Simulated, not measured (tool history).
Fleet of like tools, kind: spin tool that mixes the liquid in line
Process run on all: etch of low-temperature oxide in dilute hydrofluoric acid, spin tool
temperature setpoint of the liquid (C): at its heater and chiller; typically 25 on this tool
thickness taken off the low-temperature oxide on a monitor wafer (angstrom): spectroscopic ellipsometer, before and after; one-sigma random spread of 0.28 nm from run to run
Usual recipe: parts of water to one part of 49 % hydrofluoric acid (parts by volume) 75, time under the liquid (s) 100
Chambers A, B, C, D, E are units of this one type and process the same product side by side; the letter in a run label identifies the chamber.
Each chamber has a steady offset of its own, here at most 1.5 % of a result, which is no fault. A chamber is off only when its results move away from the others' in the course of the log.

| run | hour | temperature setpoint of the liquid (C) | parts of water to one part of 49 % hydrofluoric acid (parts by volume) | time under the liquid (s) | read-back film thickness of the low-temperature oxide reference wafer, read on the same gauge (nm) | thickness taken off the low-temperature oxide on a monitor wafer (angstrom) |
|---|---|---|---|---|---|---|
| 1B | 3.1 | 25 | 75 | 100 | 60.019 | 394.51 |
| 2D | 8.6 | 25 | 75 | 100 | 59.941 | 390.19 |
| 3A | 13.3 | 25 | 75 | 100 | 60.015 | 397.17 |
| 4E | 16.8 | 25 | 75 | 100 | 59.986 | 384.86 |
| 5C | 21.3 | 25 | 75 | 100 | 60.033 | 390.32 |
| 6A | 26.0 | 25 | 75 | 100 | 60.026 | 393.60 |
| 7C | 30.5 | 25 | 75 | 100 | 59.976 | 383.76 |
| 8B | 34.9 | 25 | 75 | 100 | 59.930 | 387.61 |
| 9D | 38.6 | 25 | 50 | 100 | 60.014 | 614.25 |
| 10E | 43.6 | 25 | 50 | 100 | 59.998 | 595.22 |
| 11D | 47.9 | 25 | 50 | 100 | 59.959 | 601.83 |
| 12B | 51.0 | 25 | 50 | 100 | 59.997 | 616.47 |
| 13C | 56.8 | 25 | 50 | 100 | 60.022 | 587.56 |
| 14E | 59.5 | 25 | 75 | 100 | 59.935 | 388.58 |
| 15A | 63.6 | 25 | 75 | 100 | 59.987 | 397.45 |
| 16B | 68.1 | 25 | 75 | 100 | 59.957 | 388.31 |
| 17C | 72.1 | 25 | 75 | 100 | 60.016 | 375.81 |
| 18E | 75.1 | 25 | 75 | 100 | 59.988 | 385.68 |
| 19D | 80.1 | 25 | 75 | 100 | 59.973 | 388.82 |
| 20A | 82.9 | 25 | 75 | 100 | 59.982 | 395.03 |
| 21C | 88.6 | 25 | 60 | 100 | 59.994 | 472.66 |
| 22B | 92.6 | 25 | 60 | 100 | 60.026 | 504.85 |
| 23A | 95.9 | 25 | 60 | 100 | 59.998 | 505.33 |
| 24E | 100.4 | 25 | 60 | 100 | 59.979 | 492.38 |
| 25D | 105.0 | 25 | 60 | 100 | 59.975 | 496.77 |
| 26B | 109.7 | 25 | 75 | 100 | 59.941 | 387.79 |
| 27E | 112.9 | 25 | 75 | 100 | 60.042 | 389.55 |
| 28C | 116.4 | 25 | 75 | 100 | 59.993 | 361.19 |
| 29A | 120.4 | 25 | 75 | 100 | 59.999 | 394.50 |
| 30D | 125.8 | 25 | 75 | 100 | 59.983 | 389.76 |
| 31A | 131.2 | 25 | 75 | 100 | 59.943 | 393.25 |

Predict what each chamber gives when all 5 of them run the settings below next.
| 32A | 135.4 | 25 | 75 | 140 |  | ? |
| 32B | 135.4 | 25 | 75 | 140 |  | ? |
| 32C | 135.4 | 25 | 75 | 140 |  | ? |
| 32D | 135.4 | 25 | 75 | 140 |  | ? |
| 32E | 135.4 | 25 | 75 | 140 |  | ? |

| run | thickness taken off the low-temperature oxide on a monitor wafer (angstrom) |
|---|---|
| 32A | 553.26 |
| 32B | 540.54 |
| 32C | 499.27 |
| 32D | 545.10 |
| 32E | 546.86 |

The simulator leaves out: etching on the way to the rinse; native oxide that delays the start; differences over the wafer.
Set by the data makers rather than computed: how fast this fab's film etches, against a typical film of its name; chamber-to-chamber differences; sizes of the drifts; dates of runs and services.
